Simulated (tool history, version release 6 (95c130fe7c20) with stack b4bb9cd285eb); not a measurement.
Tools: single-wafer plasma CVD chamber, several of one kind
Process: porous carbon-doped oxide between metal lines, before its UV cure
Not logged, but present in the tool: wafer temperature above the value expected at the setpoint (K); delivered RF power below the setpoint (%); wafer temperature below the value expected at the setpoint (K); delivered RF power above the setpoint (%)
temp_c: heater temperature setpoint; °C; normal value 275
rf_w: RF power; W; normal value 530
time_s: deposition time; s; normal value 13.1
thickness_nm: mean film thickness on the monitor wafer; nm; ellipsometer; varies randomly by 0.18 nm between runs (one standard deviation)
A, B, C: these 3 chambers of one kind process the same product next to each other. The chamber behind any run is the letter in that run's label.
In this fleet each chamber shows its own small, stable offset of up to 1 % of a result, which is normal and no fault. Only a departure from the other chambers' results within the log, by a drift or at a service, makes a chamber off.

run,hour,temp_c,rf_w,time_s,hours since the last thermocouple change,hours since the last RF generator calibration,"read-back reference wafer on the same gauge, thickness_nm",thickness_nm
1A,5.3,275,530,13.1,851.1,22.6,85.424,88.284
2B,11.4,275,530,13.1,1866.2,1663.9,85.38,88.777
3C,14.3,275,530,13.1,86.5,289.9,85.42,88.989
4A,17.3,275,530,13.1,863.1,34.6,85.419,88.246
5B,21.2,275,590,14.8,1876,1673.7,85.434,107.04
6C,27.6,275,590,14.8,99.8,303.2,85.388,107.37
7C,34.4,275,590,14.8,106.6,310,85.407,107.28
8A,38.4,275,530,13.1,884.2,55.7,85.401,88.082
9B,44.4,275,530,13.1,1899.2,1696.9,85.39,88.825
10C,48.1,275,530,13.1,120.3,323.7,85.362,88.786
# hour 52.2: chamber B: thermocouple changed; heater temperature recalibrated
11A,52.3,270,530,13.1,898.1,69.6,85.406,91.094
12B,57.5,270,530,13.1,5.4,1710,85.419,93.537
13C,63.9,270,530,13.1,136.1,339.5,85.419,91.799
14A,69.2,275,530,13.1,915,86.5,85.357,88.32
15B,74.7,275,530,13.1,22.6,1727.2,85.461,90.207
16B,79.2,275,530,13.1,27.1,1731.7,85.415,89.897
17A,82.9,280,445,13.1,928.7,100.2,85.43,75.479
18C,88.9,280,445,13.1,161.1,364.5,85.397,76.319
19C,92,280,445,13.1,164.2,367.6,85.367,76.53
20A,97.2,275,530,13.1,943,114.5,85.322,88.1
21B,102.9,275,530,13.1,50.8,1755.4,85.349,90.335
22C,107.6,275,530,13.1,179.8,383.2,85.379,88.941
23B,114.1,275,530,13.1,62,1766.6,85.428,90.011

All 3 chambers run these settings next. Forecast each chamber's results:
24A,119,275,530,13.1,,,,?
24B,119,275,530,13.1,,,,?
24C,119,275,530,13.1,,,,?

run,thickness_nm
24A,87.929
24B,90.456
24C,88.591

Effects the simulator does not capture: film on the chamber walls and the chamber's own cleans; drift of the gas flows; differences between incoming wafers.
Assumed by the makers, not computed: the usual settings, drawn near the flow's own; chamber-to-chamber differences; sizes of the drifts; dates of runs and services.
